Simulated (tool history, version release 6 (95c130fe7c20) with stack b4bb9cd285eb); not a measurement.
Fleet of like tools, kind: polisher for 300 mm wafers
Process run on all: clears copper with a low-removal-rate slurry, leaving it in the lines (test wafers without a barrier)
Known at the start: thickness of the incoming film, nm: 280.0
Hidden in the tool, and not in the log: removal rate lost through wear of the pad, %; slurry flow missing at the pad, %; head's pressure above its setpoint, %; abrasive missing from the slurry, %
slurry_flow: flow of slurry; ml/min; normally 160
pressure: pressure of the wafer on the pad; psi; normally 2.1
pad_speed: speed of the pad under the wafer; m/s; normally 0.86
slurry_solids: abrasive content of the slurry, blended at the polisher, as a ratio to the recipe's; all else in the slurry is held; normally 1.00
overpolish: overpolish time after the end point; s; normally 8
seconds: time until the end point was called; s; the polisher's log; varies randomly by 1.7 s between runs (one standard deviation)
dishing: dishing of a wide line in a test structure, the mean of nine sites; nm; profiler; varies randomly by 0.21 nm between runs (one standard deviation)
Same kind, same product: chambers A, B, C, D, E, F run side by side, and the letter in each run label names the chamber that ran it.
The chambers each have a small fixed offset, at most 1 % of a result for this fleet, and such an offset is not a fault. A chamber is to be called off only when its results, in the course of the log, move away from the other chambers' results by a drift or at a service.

| run | day | slurry_flow | pressure | pad_speed | slurry_solids | overpolish | wafers polished on this pad | hours since the slurry nozzle was cleaned | hours since the head pressure was calibrated | hours since the slurry blender was calibrated | seconds | dishing |
|---|---|---|---|---|---|---|---|---|---|---|---|---|
|  | 0.229 | chamber C: worn pad replaced by a new one |
| 1C | 0.392 | 160 | 2.1 | 0.86 | 1.00 | 8 | 32 | 180.5 | 475.8 | 15.1 | 176.64 | 9.9213 |
|  | 0.483 | chamber D: head pressure recalibrated |
|  | 0.562 | chamber E: worn pad replaced by a new one |
| 2F | 0.771 | 160 | 2.1 | 0.86 | 1.00 | 8 | 984 | 190.3 | 179.2 | 169.7 | 171.83 | 9.6001 |
| 3E | 1.233 | 160 | 2.1 | 0.86 | 1.00 | 8 | 134 | 586.1 | 824.1 | 491.8 | 173.35 | 9.3085 |
|  | 1.492 | chamber E: slurry blender recalibrated |
| 4D | 1.671 | 160 | 2.1 | 0.86 | 1.00 | 8 | 924 | 258.9 | 28.6 | 265.7 | 175.24 | 9.5930 |
| 5B | 1.975 | 160 | 2.1 | 0.86 | 1.00 | 8 | 1194 | 159.0 | 621.4 | 145.0 | 173.02 | 9.4560 |
|  | 2.125 | chamber D: worn pad replaced by a new one |
| 6A | 2.417 | 160 | 2.1 | 0.86 | 1.00 | 8 | 485 | 252.3 | 537.3 | 330.3 | 179.60 | 9.4744 |
|  | 2.800 | chamber F: worn pad replaced by a new one |
| 7F | 2.829 | 160 | 2.1 | 0.86 | 1.00 | 8 | 6 | 239.7 | 228.6 | 219.1 | 171.68 | 9.4298 |
|  | 3.083 | chamber B: worn pad replaced by a new one |
|  | 3.371 | chamber A: worn pad replaced by a new one |
| 8D | 3.408 | 160 | 2.1 | 0.86 | 1.00 | 8 | 256 | 300.6 | 70.3 | 307.4 | 173.44 | 9.4576 |
|  | 3.758 | chamber C: worn pad replaced by a new one |
| 9B | 3.771 | 160 | 2.1 | 0.86 | 1.00 | 8 | 137 | 202.1 | 664.5 | 188.1 | 172.63 | 9.0156 |
| 10A | 4.267 | 160 | 2.1 | 0.86 | 1.00 | 8 | 179 | 296.7 | 581.7 | 374.7 | 175.70 | 9.4732 |
|  | 4.467 | chamber E: slurry nozzle cleaned |
| 11E | 4.550 | 160 | 2.1 | 0.86 | 1.00 | 8 | 795 | 2.0 | 903.7 | 73.5 | 181.19 | 9.3865 |
|  | 4.642 | chamber E: worn pad replaced by a new one |
| 12C | 4.921 | 160 | 2.1 | 0.86 | 1.00 | 8 | 232 | 289.2 | 584.5 | 123.8 | 176.47 | 9.4849 |
|  | 5.217 | chamber B: head pressure recalibrated |
| 13A | 5.538 | 160 | 2.1 | 0.86 | 1.00 | 8 | 432 | 327.2 | 612.2 | 405.2 | 176.00 | 9.6413 |
| 14D | 5.938 | 160 | 2.1 | 0.86 | 1.00 | 8 | 760 | 361.3 | 131.0 | 368.1 | 175.39 | 9.3830 |
|  | 6.012 | chamber B: slurry nozzle cleaned |
|  | 6.121 | chamber D: worn pad replaced by a new one |
|  | 6.150 | chamber A: worn pad replaced by a new one |
| 15C | 6.379 | 160 | 2.1 | 0.86 | 1.00 | 8 | 522 | 324.2 | 619.5 | 158.8 | 176.44 | 9.7123 |
|  | 6.517 | chamber C: worn pad replaced by a new one |
| 16E | 6.929 | 195 | 2.1 | 0.86 | 1.00 | 8 | 456 | 59.1 | 960.8 | 130.6 | 171.72 | 9.4136 |
|  | 7.179 | chamber F: slurry nozzle cleaned |
|  | 7.304 | chamber A: slurry blender recalibrated |
| 17B | 7.546 | 195 | 2.1 | 0.86 | 1.00 | 8 | 889 | 36.9 | 55.9 | 278.7 | 174.60 | 9.1123 |
| 18F | 8.067 | 195 | 2.1 | 0.86 | 1.00 | 8 | 1050 | 21.4 | 354.3 | 344.8 | 172.04 | 9.7823 |
| 19B | 8.371 | 195 | 2.1 | 0.86 | 1.00 | 8 | 1054 | 56.7 | 75.7 | 298.5 | 176.61 | 9.2175 |
| 20F | 8.662 | 195 | 2.1 | 0.86 | 1.00 | 8 | 1168 | 35.7 | 368.6 | 359.1 | 169.34 | 9.7041 |
|  | 8.892 | chamber E: worn pad replaced by a new one |
| 21D | 9.267 | 195 | 2.1 | 0.86 | 1.00 | 8 | 627 | 441.2 | 210.9 | 448.0 | 168.40 | 9.3615 |
|  | 9.300 | chamber D: slurry nozzle cleaned |
|  | 9.412 | chamber F: worn pad replaced by a new one |
|  | 9.475 | chamber A: worn pad replaced by a new one |
|  | 9.512 | chamber C: slurry blender recalibrated |
| 22E | 9.588 | 160 | 2.1 | 0.86 | 1.00 | 8 | 138 | 122.9 | 1024.6 | 194.4 | 174.03 | 9.3992 |
|  | 9.950 | chamber C: worn pad replaced by a new one |
|  | 9.950 | chamber D: slurry blender recalibrated |
| 23C | 10.067 | 160 | 2.1 | 0.86 | 1.25 | 8 | 23 | 412.7 | 708.0 | 13.4 | 167.90 | 9.6445 |
| 24A | 10.338 | 160 | 2.1 | 0.86 | 1.25 | 8 | 172 | 442.4 | 727.4 | 72.8 | 164.89 | 9.9924 |
|  | 10.412 | chamber B: worn pad replaced by a new one |
|  | 10.425 | chamber C: slurry nozzle cleaned |
|  | 10.442 | chamber D: worn pad replaced by a new one |
|  | 10.500 | chamber E: head pressure recalibrated |
| 25C | 10.662 | 160 | 2.1 | 0.86 | 1.25 | 8 | 142 | 5.7 | 722.3 | 27.7 | 165.09 | 9.4135 |
| 26A | 11.233 | 160 | 2.1 | 0.86 | 1.25 | 8 | 351 | 463.9 | 748.9 | 94.3 | 167.69 | 10.2360 |
| 27F | 11.633 | 160 | 2.1 | 0.86 | 1.25 | 8 | 443 | 107.0 | 439.9 | 430.4 | 165.81 | 9.9735 |
| 28B | 12.021 | 160 | 2.1 | 0.86 | 1.25 | 8 | 321 | 144.3 | 163.3 | 386.1 | 173.29 | 9.4015 |
|  | 12.467 | chamber F: slurry blender recalibrated |
|  | 12.575 | chamber E: worn pad replaced by a new one |
|  | 12.596 | chamber A: worn pad replaced by a new one |
| 29D | 12.596 | 160 | 2.1 | 0.86 | 1.00 | 8 | 430 | 79.2 | 290.8 | 63.6 | 176.92 | 9.5104 |
|  | 12.783 | chamber C: worn pad replaced by a new one |
| 30E | 13.033 | 160 | 2.1 | 0.60 | 1.00 | 11 | 91 | 205.6 | 60.8 | 277.1 | 253.38 | 8.9248 |
| 31A | 13.650 | 160 | 2.1 | 0.60 | 1.00 | 11 | 210 | 521.9 | 806.9 | 152.3 | 252.24 | 8.8049 |
| 32B | 14.088 | 160 | 2.1 | 0.60 | 1.00 | 11 | 733 | 193.9 | 212.9 | 435.7 | 263.55 | 8.4661 |
| 33F | 14.404 | 160 | 2.1 | 0.60 | 1.00 | 11 | 995 | 173.5 | 506.4 | 46.5 | 254.24 | 9.4356 |
|  | 14.588 | chamber D: worn pad replaced by a new one |
| 34E | 14.821 | 160 | 2.1 | 0.60 | 1.00 | 11 | 448 | 248.5 | 103.7 | 320.0 | 253.50 | 9.1138 |
| 35D | 15.121 | 160 | 2.1 | 0.60 | 1.00 | 11 | 106 | 139.8 | 351.4 | 124.2 | 256.76 | 9.0524 |
| 36C | 15.612 | 160 | 2.1 | 0.86 | 1.00 | 8 | 564 | 124.5 | 841.1 | 146.5 | 170.62 | 9.6033 |
|  | 15.725 | chamber A: worn pad replaced by a new one |
| 37A | 16.179 | 160 | 2.1 | 0.86 | 1.00 | 8 | 90 | 582.6 | 867.6 | 213.0 | 173.72 | 9.4294 |

One chamber off, gauge drift, or nothing amiss beyond the chambers' own small offsets? If it is a chamber, which one, and what is the likeliest cause?

Little by little, chamber B moves away from the other chambers.
Most likely cause: abrasive missing from the slurry, % = 33.1.

Chamber B could run next with any of the 4 candidate recipes listed below; each alters the usual settings, and their results appear as question marks. Which one brings its results back in line with what the other chambers deliver on the usual settings?
In-line tolerance around the mean of the other chambers on the usual settings: seconds 6.10 s; dishing 0.7500 nm
| 38B-1 | 16.621 | 160 | 2.2 | 0.90 | 1.00 | 8 |  |  |  |  | ? | ? |
| 38B-2 | 16.621 | 160 | 2.1 | 0.88 | 1.00 | 8 |  |  |  |  | ? | ? |
| 38B-3 | 16.621 | 160 | 2.1 | 0.84 | 1.00 | 8 |  |  |  |  | ? | ? |
| 38B-4 | 16.621 | 160 | 2.0 | 0.84 | 1.00 | 8 |  |  |  |  | ? | ? |

What the other chambers average on the usual settings: seconds 175.35 s; dishing 9.4650 nm
| run | seconds | dishing |
|---|---|---|
| 38B-1 | 173.20 | 9.3677 |
| 38B-2 | 185.54 | 8.7808 |
| 38B-3 | 194.24 | 8.4143 |
| 38B-4 | 203.99 | 8.0313 |
38B-1 puts the chamber back in line with the other chambers.

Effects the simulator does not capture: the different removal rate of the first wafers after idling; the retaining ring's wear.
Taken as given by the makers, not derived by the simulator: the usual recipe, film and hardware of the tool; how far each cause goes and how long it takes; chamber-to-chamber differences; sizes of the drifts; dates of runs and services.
